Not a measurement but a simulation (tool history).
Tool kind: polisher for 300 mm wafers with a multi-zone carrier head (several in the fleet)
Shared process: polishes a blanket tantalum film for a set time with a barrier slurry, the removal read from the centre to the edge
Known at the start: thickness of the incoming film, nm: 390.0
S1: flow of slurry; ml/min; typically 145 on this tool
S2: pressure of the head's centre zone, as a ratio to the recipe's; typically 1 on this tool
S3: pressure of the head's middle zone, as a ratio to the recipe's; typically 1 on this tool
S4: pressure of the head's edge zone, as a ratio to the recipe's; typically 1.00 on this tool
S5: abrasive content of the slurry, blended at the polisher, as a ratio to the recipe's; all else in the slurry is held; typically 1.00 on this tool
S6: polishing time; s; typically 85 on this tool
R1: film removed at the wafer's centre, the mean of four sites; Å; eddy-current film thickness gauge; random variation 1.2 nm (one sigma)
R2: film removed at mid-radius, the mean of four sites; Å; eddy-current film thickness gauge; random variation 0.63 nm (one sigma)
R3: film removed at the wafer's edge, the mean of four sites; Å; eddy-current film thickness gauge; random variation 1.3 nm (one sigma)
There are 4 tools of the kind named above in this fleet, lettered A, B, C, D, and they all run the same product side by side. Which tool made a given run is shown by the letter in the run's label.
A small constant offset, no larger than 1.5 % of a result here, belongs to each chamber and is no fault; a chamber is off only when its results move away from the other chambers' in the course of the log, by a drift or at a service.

run	day	S1	S2	S3	S4	S5	S6	R1	R2	R3
# day 0.225: chamber C: worn pad replaced by a new one
1B	0.300	145	1	1	1.00	1.00	85	964.24	967.07	947.44
# day 0.525: chamber C: slurry nozzle cleaned
# day 0.658: chamber B: slurry nozzle cleaned
# day 0.675: chamber A: worn pad replaced by a new one
2C	0.738	145	1	1	1.00	1.00	85	977.05	973.92	953.73
3D	0.971	145	1	1	1.00	1.00	85	974.44	943.65	976.80
# day 1.221: chamber D: edge zone pressure recalibrated
4A	1.362	145	1	1	1.00	1.00	85	970.21	966.54	957.47
# day 1.367: chamber D: worn pad replaced by a new one
5B	1.575	145	1	1	1.00	1.00	85	941.00	954.08	970.72
# day 1.804: chamber B: worn pad replaced by a new one
6A	1.850	145	1	1	1.00	1.00	85	968.06	974.15	944.14
7C	2.117	145	1	1	1.00	1.00	85	958.26	968.83	944.15
8D	2.496	145	1	1	1.00	1.00	85	960.74	962.69	954.15
# day 2.788: chamber C: worn pad replaced by a new one
9C	2.950	145	1	1	1.00	1.00	85	957.26	971.13	968.63
10D	3.204	145	1	1	1.00	1.00	85	945.97	950.95	956.04
11A	3.596	145	1	1	1.00	1.00	85	954.90	964.32	943.85
12B	3.846	145	1	1	1.00	1.00	85	944.23	949.57	955.36
13D	4.096	145	1	1	1.00	1.00	85	923.21	939.05	939.38
14B	4.517	145	1	1	1.00	1.00	85	960.27	948.15	963.08
15A	4.742	145	1	1	1.04	0.85	85	913.83	928.18	929.58
# day 4.921: chamber C: worn pad replaced by a new one
# day 5.079: chamber D: worn pad replaced by a new one
16C	5.142	145	1	1	1.04	0.85	85	900.69	920.58	921.36
# day 5.150: chamber A: worn pad replaced by a new one
17B	5.396	145	1	1	1.04	0.85	85	913.06	905.17	951.99
# day 5.546: chamber B: worn pad replaced by a new one
# day 5.754: chamber A: slurry nozzle cleaned
18D	5.850	145	1	1	1.04	0.85	85	855.44	862.27	904.10
19C	6.229	145	1	1	1.00	1.00	85	956.11	972.54	948.65
20A	6.479	145	1	1	1.00	1.00	85	965.11	982.15	932.60
21C	6.933	145	1	1	1.00	1.00	85	962.04	971.07	947.62
22D	7.183	145	1	1	1.00	1.00	85	873.44	863.53	932.87
23B	7.558	145	1	1	1.00	1.00	85	953.65	946.55	968.93
# day 7.588: chamber D: centre zone pressure recalibrated
24A	7.938	145	1	1	1.00	1.00	85	976.49	969.09	969.64
25D	8.154	145	1	1	1.00	1.00	85	840.75	848.06	890.81
26A	8.358	145	1	1	1.00	1.00	85	981.80	970.75	965.42

For the next run the whole fleet of 4 chambers uses the same settings. Give each chamber's results:
27A	8.688	145	1	1	1.00	1.00	85	?	?	?
27B	8.688	145	1	1	1.00	1.00	85	?	?	?
27C	8.688	145	1	1	1.00	1.00	85	?	?	?
27D	8.688	145	1	1	1.00	1.00	85	?	?	?

run	R1	R2	R3
27A	979.85	963.81	961.33
27B	949.78	951.78	976.70
27C	966.02	981.73	928.36
27D	822.28	829.20	861.83
